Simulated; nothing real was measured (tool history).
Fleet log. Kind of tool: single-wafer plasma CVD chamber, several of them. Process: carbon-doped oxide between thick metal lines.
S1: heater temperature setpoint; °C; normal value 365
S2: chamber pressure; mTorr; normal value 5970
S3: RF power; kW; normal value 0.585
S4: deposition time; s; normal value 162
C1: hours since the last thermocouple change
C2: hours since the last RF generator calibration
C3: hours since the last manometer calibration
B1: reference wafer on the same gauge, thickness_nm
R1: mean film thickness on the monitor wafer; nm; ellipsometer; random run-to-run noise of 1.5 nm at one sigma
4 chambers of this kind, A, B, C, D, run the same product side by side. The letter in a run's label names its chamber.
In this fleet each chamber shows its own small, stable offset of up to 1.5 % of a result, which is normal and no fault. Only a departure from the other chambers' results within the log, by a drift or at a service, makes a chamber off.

run	day	S1	S2	S3	S4	C1	C2	C3	B1	R1
1C	0.192	365	5970	0.585	162	2081.0	22.6	216.7	948.15	898.68
2A	0.304	365	5970	0.585	162	682.8	258.5	242.9	947.57	884.38
3D	0.508	365	5970	0.585	162	805.6	184.9	932.2	947.37	887.78
4B	0.704	365	5970	0.585	162	2929.9	378.6	2225.9	947.00	882.09
5D	0.925	353	5970	0.585	134	815.6	194.9	942.2	947.17	757.90
6B	1.088	353	5970	0.585	134	2939.1	387.8	2235.1	947.27	751.82
7C	1.304	353	5970	0.585	134	2107.7	49.3	243.4	946.81	762.49
8A	1.483	353	5970	0.585	134	711.1	286.8	271.2	947.21	751.87
9B	1.700	374	5970	0.585	148	2953.8	402.5	2249.8	946.57	790.71
10C	1.908	374	5970	0.585	148	2122.2	63.8	257.9	946.03	803.28
11A	2.117	374	5970	0.585	148	726.3	302.0	286.4	946.00	790.75
12D	2.329	374	5970	0.585	148	849.3	228.6	975.9	946.37	794.22
# day 2.354: chamber D: capacitance manometer re-zeroed and calibrated
13D	2.496	365	5970	0.585	162	853.3	232.6	3.5	945.81	889.67
14B	2.717	365	5970	0.585	162	2978.2	426.9	2274.2	945.34	880.82
15C	2.854	365	5970	0.585	162	2144.9	86.5	280.6	945.44	896.84
16A	2.988	352	6560	0.585	162	747.2	322.9	307.3	945.42	920.23
17A	3.096	352	6560	0.585	162	749.8	325.5	309.9	945.23	919.89
18C	3.262	352	6560	0.585	162	2154.7	96.3	290.4	945.18	933.52
19B	3.388	352	6560	0.585	162	2994.3	443.0	2290.3	945.12	916.39
20D	3.604	365	5970	0.585	162	879.9	259.2	30.1	944.67	887.30
21C	3.708	365	5970	0.585	162	2165.4	107.0	301.1	944.27	893.38
22B	3.896	365	5970	0.585	162	3006.5	455.2	2302.5	944.64	880.65
23D	4.021	365	5970	0.585	162	889.9	269.2	40.1	944.32	887.03
24A	4.204	365	5970	0.585	162	776.4	352.1	336.5	944.53	881.90
# day 4.346: chamber C: thermocouple changed; heater temperature recalibrated
25B	4.367	365	5970	0.585	162	3017.8	466.5	2313.8	944.07	878.71
26C	4.542	365	5970	0.585	162	4.8	127.0	321.1	944.22	893.08
27A	4.738	365	5970	0.585	162	789.2	364.9	349.3	943.90	881.46
28D	4.904	365	5970	0.585	162	911.1	290.4	61.3	944.25	884.92
29D	5.054	365	5970	0.585	162	914.7	294.0	64.9	943.63	884.80
30A	5.162	365	5970	0.585	162	799.4	375.1	359.5	943.81	879.94
31B	5.329	365	5970	0.585	162	3040.9	489.6	2336.9	943.91	876.95
32C	5.512	365	5970	0.585	162	28.1	150.3	344.4	943.34	891.80
33C	5.638	365	5970	0.540	173	31.1	153.3	347.4	942.96	906.77
34B	5.738	365	5970	0.540	173	3050.7	499.4	2346.7	943.13	893.90
35D	5.871	365	5970	0.540	173	934.3	313.6	84.5	943.25	901.72
36A	5.996	365	5970	0.540	173	819.4	395.1	379.5	943.08	896.76
37B	6.154	365	5970	0.585	136	3060.7	509.4	2356.7	942.54	738.93
38A	6.300	365	5970	0.585	136	826.7	402.4	386.8	942.38	738.58
39C	6.412	365	5970	0.585	136	49.7	171.9	366.0	942.44	748.85
40D	6.604	365	5970	0.585	136	951.9	331.2	102.1	942.21	742.34
41B	6.808	365	5970	0.585	162	3076.4	525.1	2372.4	942.15	878.66
42A	6.971	365	5970	0.585	162	842.8	418.5	402.9	941.94	880.29
43C	7.129	365	5970	0.585	162	66.9	189.1	383.2	941.50	888.93
44D	7.238	365	5970	0.585	162	967.1	346.4	117.3	942.08	883.25

Which is it: a chamber that has drifted or been left off by a service, a gauge drift common to all chambers, or only each chamber's usual small offset? If a chamber is off, name it and its likeliest cause.

The gauge drifts, so all chambers seem to drift together. No chamber is off.
What lies behind it: gauge reads low (%) = 0.668.
